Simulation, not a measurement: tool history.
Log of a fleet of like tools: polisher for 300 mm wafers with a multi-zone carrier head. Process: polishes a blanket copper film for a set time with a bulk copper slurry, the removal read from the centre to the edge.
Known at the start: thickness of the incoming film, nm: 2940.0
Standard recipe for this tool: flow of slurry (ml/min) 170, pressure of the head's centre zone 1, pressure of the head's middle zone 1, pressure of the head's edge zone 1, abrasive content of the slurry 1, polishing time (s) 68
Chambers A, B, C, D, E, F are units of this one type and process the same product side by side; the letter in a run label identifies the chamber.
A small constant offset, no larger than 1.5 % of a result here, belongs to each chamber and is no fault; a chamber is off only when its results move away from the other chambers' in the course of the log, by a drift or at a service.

run   hour  flow of slurry (ml/min)  pressure of the head's centre zone  pressure of the head's middle zone  pressure of the head's edge zone  abrasive content of the slurry  polishing time (s)  wafers polished on this pad  hours since the slurry nozzle was cleaned  hours since the centre zone pressure was calibrated  hours since the edge zone pressure was calibrated  film removed at the wafer's centre (nm)  film removed at mid-radius (nm)  film removed at the wafer's edge (nm)
 1A   13.6                      170                                   1                                   1                                 1                               1                  68                         1056                                       17.2                                                570.1                                               43.2                                   1017.7                           1057.3                                 1029.8
 2D   28.4                      170                                   1                                   1                                 1                               1                  68                          202                                      308.2                                                126.2                                               30.1                                   1041.2                           1014.7                                 1055.7
      30.2  -- chamber A: worn pad replaced by a new one
      33.4  -- chamber D: slurry nozzle cleaned
 3C     45                      170                                   1                                   1                                 1                               1                  68                          522                                      199.6                                                127.1                                              321.3                                   1036.5                           1033.5                                 1040.7
      49.4  -- chamber E: worn pad replaced by a new one
      50.3  -- chamber C: worn pad replaced by a new one
 4E   56.5                      170                                   1                                   1                                 1                               1                  68                           38                                      208.2                                                606.9                                             1286.8                                   1036.8                           1027.2                                   1028
 5F   66.7                      170                                   1                                   1                                 1                               1                  68                          756                                      300.7                                                239.2                                              385.1                                     1033                           1045.9                                 1028.6
      72.5  -- chamber F: worn pad replaced by a new one
      75.4  -- chamber E: slurry nozzle cleaned
 6B   82.4                      170                                   1                                   1                                 1                               1                  68                         1515                                      133.9                                                963.9                                             1150.6                                   1034.1                           1049.8                                 1018.5
 7B   98.1                      170                                   1                                   1                                 1                               1                  68                         1600                                      149.6                                                979.6                                             1166.3                                   1020.7                           1025.1                                 1022.3
 8C  106.5                      170                                   1                                   1                                 1                               1                  68                          302                                      261.1                                                188.6                                              382.8                                   1042.1                           1045.5                                 1018.7
     115.1  -- chamber B: worn pad replaced by a new one
 9E  119.4                      170                                   1                                   1                                 1                               1                  68                          376                                       44.1                                                669.8                                             1349.7                                   1054.1                             1029                                 1028.8
10D  129.1                      170                                   1                                1.08                                 1                               1                  81                          743                                       95.7                                                226.9                                              130.8                                   1245.6                           1294.8                                 1229.9
     138.3  -- chamber E: worn pad replaced by a new one
     140.6  -- chamber C: worn pad replaced by a new one
11A    142                      170                                   1                                1.08                                 1                               1                  81                          601                                      145.6                                                698.5                                              171.6                                   1223.1                           1283.2                                 1243.7
     146.4  -- chamber B: slurry nozzle cleaned
12F  149.2                      170                                   1                                1.08                                 1                               1                  81                          412                                      383.2                                                321.7                                              467.6                                     1235                           1322.3                                 1220.7
     158.1  -- chamber F: centre zone pressure recalibrated
13A  162.5                      170                                   1                                1.08                                 1                               1                  81                          711                                      166.1                                                  719                                              192.1                                   1234.4                           1285.3                                 1254.8
     169.4  -- chamber B: centre zone pressure recalibrated
14F  173.1                      170                                   1                                1.08                                 1                               1                  81                          541                                      407.1                                                 15.1                                              491.5                                   1373.9                           1291.8                                 1209.4
15C  186.8                      170                                   1                                1.08                                 1                               1                  81                          248                                      341.4                                                268.9                                              463.1                                   1235.5                           1323.4                                 1202.8
     195.5  -- chamber D: worn pad replaced by a new one
16B  199.1                      170                                   1                                   1                                 1                               1                  68                          452                                       52.7                                                 29.8                                             1267.3                                   1034.2                           1040.9                                 1050.2
     202.6  -- chamber C: edge zone pressure recalibrated
17E  214.9                      170                                   1                                   1                                 1                               1                  68                          412                                      139.6                                                765.3                                             1445.2                                   1042.9                           1013.1                                 1043.3
       226  -- chamber F: worn pad replaced by a new one
18D  226.1                      170                                   1                                   1                                 1                               1                  68                          164                                      192.7                                                323.9                                              227.8                                   1039.1                           1051.5                                 1012.5
     234.8  -- chamber E: worn pad replaced by a new one
     236.5  -- chamber A: worn pad replaced by a new one
19E  240.2                      225                                   1                                   1                                 1                             0.8                  68                           29                                      164.9                                                790.6                                             1470.5                                   1040.7                           1033.4                                   1017
     245.9  -- chamber C: worn pad replaced by a new one
20F  249.5                      225                                   1                                   1                                 1                             0.8                  68                          126                                      483.5                                                 91.5                                              567.9                                   1149.8                           1014.6                                 1025.3
21C  263.3                      225                                   1                                   1                                 1                             0.8                  68                           94                                      417.9                                                345.4                                               60.8                                     1027                           1065.2                                 1019.5
22D  276.2                      225                                   1                                   1                                 1                             0.8                  68                          434                                      242.8                                                  374                                              277.9                                   1039.6                           1034.1                                 992.94
23A  283.6                      225                                   1                                   1                                 1                             0.8                  68                          253                                      287.2                                                840.1                                              313.2                                   1034.5                           1026.5                                 1011.2
     289.1  -- chamber F: edge zone pressure recalibrated
24B  297.2                      225                                   1                                   1                                 1                             0.8                  68                          979                                      150.8                                                127.9                                             1365.4                                   1031.7                             1005                                 1035.6
25C  310.2                      170                                   1                                   1                                 1                               1                  68                          346                                      464.8                                                392.3                                              107.7                                   1061.5                           1039.3                                 1018.5
       317  -- chamber E: worn pad replaced by a new one
26D  321.7                      170                                   1                                   1                                 1                               1                  68                          679                                      288.3                                                419.5                                              323.4                                   1036.6                           1035.4                                 1021.7
     329.6  -- chamber E: edge zone pressure recalibrated
27E  335.4                      170                                   1                                   1                                 1                               1                  68                           99                                      260.1                                                885.8                                                5.9                                   1032.4                           1047.7                                 1039.5
28B    345                      170                                   1                                   1                                 1                               1                  68                         1236                                      198.6                                                175.7                                             1413.2                                   1027.7                           1020.3                                 1032.7
     345.6  -- chamber C: worn pad replaced by a new one
     352.3  -- chamber E: slurry nozzle cleaned
     354.9  -- chamber D: slurry nozzle cleaned
29F  356.2                      170                                   1                                   1                                 1                               1                  68                          700                                      590.2                                                198.2                                               67.1                                   1161.7                           1043.8                                 995.91
30A  366.3                      170                                0.91                                   1                                 1                               1                  68                          698                                      369.9                                                922.8                                              395.9                                   933.78                           1025.7                                 1008.4
31C  379.6                      170                                0.91                                   1                                 1                               1                  68                          183                                      534.2                                                461.7                                              177.1                                   935.68                           1058.3                                 1020.7
     379.7  -- chamber B: slurry nozzle cleaned
     388.1  -- chamber B: worn pad replaced by a new one
     388.3  -- chamber B: edge zone pressure recalibrated
     389.6  -- chamber D: worn pad replaced by a new one
32F  390.5                      170                                0.91                                   1                                 1                               1                  68                          885                                      624.5                                                232.5                                              101.4                                   1030.3                           1042.7                                 1014.1
     395.3  -- chamber F: worn pad replaced by a new one
     398.9  -- chamber A: edge zone pressure recalibrated
33A  400.9                      170                                0.91                                   1                                 1                               1                  68                          884                                      404.5                                                957.4                                                  2                                   921.08                           1016.7                                 1041.4
34E  412.3                      170                                0.91                                   1                                 1                               1                  68                          512                                       60.1                                                962.7                                               82.8                                   931.05                           1037.3                                 1041.6
     416.3  -- chamber E: worn pad replaced by a new one
35B    421                      170                                0.91                                   1                                 1                               1                  68                          176                                       41.3                                                251.7                                               32.8                                    926.8                           1026.6                                 1026.8
36D  437.4                      170                                   1                                   1                                 1                               1                  68                          257                                       82.6                                                535.2                                              439.1                                   1037.8                           1037.7                                 1028.3
37F  448.8                      170                                   1                                   1                                 1                               1                  68                          288                                      682.8                                                290.8                                              159.7                                   1135.1                           1034.1                                 1044.3
38E  456.9                      170                                   1                                   1                                 1                               1                  68                          218                                      104.7                                               1007.3                                              127.4                                   1055.8                           1047.1                                 1031.7
39D  464.9                      170                                   1                                   1                                 1                               1                  68                          405                                      110.1                                                562.7                                              466.6                                   1037.8                             1036                                 1021.6

Does one chamber stand apart from the rest, does the shared gauge drift, or is all well apart from small per-chamber offsets? Give the chamber and the most likely cause, where there is one.

The work done on chamber F during a service left it standing apart from the others.
Cause: centre zone's pressure above its setpoint, % = 10.2.

Below are 4 candidate recipes for chamber F's next run, each the usual settings with a change, their results shown as question marks. Which of them brings F's results back in line with what the other chambers give on the usual settings?
In line means no further than this from the other chambers' mean on the usual settings: film removed at the wafer's centre (nm) 36; film removed at mid-radius (nm) 49; film removed at the wafer's edge (nm) 38
40F-1  476.9                      165                                0.91                                1.01                              1.04                               1                  68                                                                                                                                                                                                                        ?                                ?                                      ?
40F-2  476.9                      175                                1.04                                   1                              0.98                               1                  68                                                                                                                                                                                                                        ?                                ?                                      ?
40F-3  476.9                      175                                1.09                                0.99                              0.96                               1                  68                                                                                                                                                                                                                        ?                                ?                                      ?
40F-4  476.9                      165                                0.96                                   1                              1.02                               1                  68                                                                                                                                                                                                                        ?                                ?                                      ?

What the other chambers average on the usual settings: film removed at the wafer's centre (nm) 1035.6; film removed at mid-radius (nm) 1034.1; film removed at the wafer's edge (nm) 1032.1
  run  film removed at the wafer's centre (nm)  film removed at mid-radius (nm)  film removed at the wafer's edge (nm)
40F-1                                   1029.8                           1049.2                                 1038.5
40F-2                                   1206.7                           1049.1                                 1014.4
40F-3                                   1270.3                             1039                                 1003.9
40F-4                                   1092.7                           1039.2                                 1028.1
40F-1 puts the chamber back in line with the other chambers.
